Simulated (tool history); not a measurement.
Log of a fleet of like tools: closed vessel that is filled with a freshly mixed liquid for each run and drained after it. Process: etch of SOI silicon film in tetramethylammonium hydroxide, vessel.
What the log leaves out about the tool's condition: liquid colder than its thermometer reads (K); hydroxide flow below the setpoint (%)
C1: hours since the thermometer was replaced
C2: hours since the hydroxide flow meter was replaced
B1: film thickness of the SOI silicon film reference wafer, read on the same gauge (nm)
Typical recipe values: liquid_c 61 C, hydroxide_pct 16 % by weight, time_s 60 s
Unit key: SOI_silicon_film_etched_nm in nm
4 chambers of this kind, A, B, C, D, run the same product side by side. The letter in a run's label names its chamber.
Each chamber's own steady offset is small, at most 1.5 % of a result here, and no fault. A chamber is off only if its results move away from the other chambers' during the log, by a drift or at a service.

{"run": "1A", "day": 0.333, "liquid_c": 61, "hydroxide_pct": 16, "time_s": 60, "C1": 1135.9, "C2": 108.0, "B1": 139.99, "SOI_silicon_film_etched_nm": 216.5}
{"day": 0.508, "done": "chamber D: hydroxide flow meter replaced"}
{"run": "2B", "day": 0.721, "liquid_c": 61, "hydroxide_pct": 16, "time_s": 60, "C1": 1048.2, "C2": 633.9, "B1": 139.99, "SOI_silicon_film_etched_nm": 215.57}
{"run": "3C", "day": 0.979, "liquid_c": 61, "hydroxide_pct": 16, "time_s": 60, "C1": 1160.2, "C2": 360.1, "B1": 139.99, "SOI_silicon_film_etched_nm": 216.44}
{"run": "4D", "day": 1.312, "liquid_c": 61, "hydroxide_pct": 16, "time_s": 60, "C1": 870.3, "C2": 19.3, "B1": 140.01, "SOI_silicon_film_etched_nm": 215.89}
{"run": "5C", "day": 1.612, "liquid_c": 61, "hydroxide_pct": 16, "time_s": 60, "C1": 1175.4, "C2": 375.3, "B1": 140.0, "SOI_silicon_film_etched_nm": 217.8}
{"run": "6D", "day": 2.017, "liquid_c": 61, "hydroxide_pct": 16, "time_s": 60, "C1": 887.2, "C2": 36.2, "B1": 140.0, "SOI_silicon_film_etched_nm": 212.66}
{"day": 2.167, "done": "chamber C: thermometer replaced"}
{"run": "7B", "day": 2.388, "liquid_c": 61, "hydroxide_pct": 16, "time_s": 60, "C1": 1088.2, "C2": 673.9, "B1": 140.0, "SOI_silicon_film_etched_nm": 212.85}
{"run": "8A", "day": 2.692, "liquid_c": 61, "hydroxide_pct": 16, "time_s": 60, "C1": 1192.5, "C2": 164.6, "B1": 140.0, "SOI_silicon_film_etched_nm": 209.62}
{"run": "9C", "day": 2.962, "liquid_c": 61, "hydroxide_pct": 12, "time_s": 35, "C1": 19.1, "C2": 407.7, "B1": 139.99, "SOI_silicon_film_etched_nm": 144.09}
{"run": "10A", "day": 3.358, "liquid_c": 61, "hydroxide_pct": 12, "time_s": 35, "C1": 1208.5, "C2": 180.6, "B1": 140.0, "SOI_silicon_film_etched_nm": 139.04}
{"day": 3.433, "done": "chamber D: thermometer replaced"}
{"run": "11B", "day": 3.608, "liquid_c": 61, "hydroxide_pct": 12, "time_s": 35, "C1": 1117.5, "C2": 703.2, "B1": 140.0, "SOI_silicon_film_etched_nm": 142.34}
{"run": "12D", "day": 3.942, "liquid_c": 61, "hydroxide_pct": 12, "time_s": 35, "C1": 12.2, "C2": 82.4, "B1": 139.98, "SOI_silicon_film_etched_nm": 142.2}
{"run": "13A", "day": 4.267, "liquid_c": 61, "hydroxide_pct": 16, "time_s": 60, "C1": 1230.3, "C2": 202.4, "B1": 140.0, "SOI_silicon_film_etched_nm": 204.23}
{"run": "14B", "day": 4.475, "liquid_c": 61, "hydroxide_pct": 16, "time_s": 60, "C1": 1138.3, "C2": 724.0, "B1": 140.01, "SOI_silicon_film_etched_nm": 214.29}
{"run": "15C", "day": 4.938, "liquid_c": 61, "hydroxide_pct": 16, "time_s": 60, "C1": 66.5, "C2": 455.1, "B1": 139.99, "SOI_silicon_film_etched_nm": 217.34}
{"run": "16D", "day": 5.346, "liquid_c": 61, "hydroxide_pct": 16, "time_s": 60, "C1": 45.9, "C2": 116.1, "B1": 139.98, "SOI_silicon_film_etched_nm": 216.95}
{"run": "17D", "day": 5.592, "liquid_c": 61, "hydroxide_pct": 16, "time_s": 60, "C1": 51.8, "C2": 122.0, "B1": 139.98, "SOI_silicon_film_etched_nm": 213.15}
{"run": "18B", "day": 5.808, "liquid_c": 61, "hydroxide_pct": 16, "time_s": 60, "C1": 1170.3, "C2": 756.0, "B1": 140.0, "SOI_silicon_film_etched_nm": 215.52}
{"run": "19A", "day": 6.279, "liquid_c": 61, "hydroxide_pct": 16, "time_s": 60, "C1": 1278.6, "C2": 250.7, "B1": 139.99, "SOI_silicon_film_etched_nm": 205.6}
{"run": "20C", "day": 6.633, "liquid_c": 61, "hydroxide_pct": 16, "time_s": 60, "C1": 107.2, "C2": 495.8, "B1": 139.99, "SOI_silicon_film_etched_nm": 216.49}
{"run": "21A", "day": 6.975, "liquid_c": 61, "hydroxide_pct": 16, "time_s": 60, "C1": 1295.3, "C2": 267.4, "B1": 140.01, "SOI_silicon_film_etched_nm": 202.43}
{"day": 7.346, "done": "chamber B: thermometer replaced"}
{"run": "22D", "day": 7.383, "liquid_c": 61, "hydroxide_pct": 16, "time_s": 60, "C1": 94.8, "C2": 165.0, "B1": 139.99, "SOI_silicon_film_etched_nm": 213.43}
{"run": "23B", "day": 7.779, "liquid_c": 61, "hydroxide_pct": 16, "time_s": 60, "C1": 10.5, "C2": 803.3, "B1": 140.0, "SOI_silicon_film_etched_nm": 216.67}
{"run": "24C", "day": 8.254, "liquid_c": 54, "hydroxide_pct": 16, "time_s": 85, "C1": 146.1, "C2": 534.7, "B1": 140.0, "SOI_silicon_film_etched_nm": 194.97}
{"run": "25B", "day": 8.496, "liquid_c": 54, "hydroxide_pct": 16, "time_s": 85, "C1": 27.7, "C2": 820.5, "B1": 140.0, "SOI_silicon_film_etched_nm": 193.39}
{"run": "26C", "day": 8.921, "liquid_c": 54, "hydroxide_pct": 16, "time_s": 85, "C1": 162.1, "C2": 550.7, "B1": 140.02, "SOI_silicon_film_etched_nm": 195.95}
{"run": "27D", "day": 9.208, "liquid_c": 54, "hydroxide_pct": 16, "time_s": 85, "C1": 138.6, "C2": 208.8, "B1": 140.0, "SOI_silicon_film_etched_nm": 197.74}
{"run": "28A", "day": 9.671, "liquid_c": 61, "hydroxide_pct": 16, "time_s": 60, "C1": 1360.0, "C2": 332.1, "B1": 140.0, "SOI_silicon_film_etched_nm": 196.98}
{"run": "29D", "day": 10.029, "liquid_c": 61, "hydroxide_pct": 16, "time_s": 60, "C1": 158.3, "C2": 228.5, "B1": 140.0, "SOI_silicon_film_etched_nm": 217.26}

What goes on in this fleet: one chamber off, a drifting gauge, or nothing beyond the chambers' own small offsets? Name the chamber and the cause, if any.

Chamber A drifts away from the others.
Likeliest cause: liquid colder than its thermometer reads (K) = 1.48.

Which of the 4 candidates below, each the usual settings with something changed and its results left as question marks, puts chamber A back in line with what the other chambers give on the usual settings?
In-line tolerance around the mean of the other chambers on the usual settings: SOI_silicon_film_etched_nm 5.00 nm
{"run": "30A-1", "day": 10.375, "liquid_c": 59.5, "hydroxide_pct": 16.0, "time_s": 60, "SOI_silicon_film_etched_nm": "?"}
{"run": "30A-2", "day": 10.375, "liquid_c": 62.5, "hydroxide_pct": 16.0, "time_s": 60, "SOI_silicon_film_etched_nm": "?"}
{"run": "30A-3", "day": 10.375, "liquid_c": 61.0, "hydroxide_pct": 18.0, "time_s": 60, "SOI_silicon_film_etched_nm": "?"}
{"run": "30A-4", "day": 10.375, "liquid_c": 61.0, "hydroxide_pct": 14.5, "time_s": 60, "SOI_silicon_film_etched_nm": "?"}

Usual-settings mean across the other chambers: SOI_silicon_film_etched_nm 215.35 nm
run=30A-1 SOI_silicon_film_etched_nm=177.44
run=30A-2 SOI_silicon_film_etched_nm=213.67
run=30A-3 SOI_silicon_film_etched_nm=186.55
run=30A-4 SOI_silicon_film_etched_nm=202.65
30A-2 is the one that brings the chamber's results back in line with the other chambers.
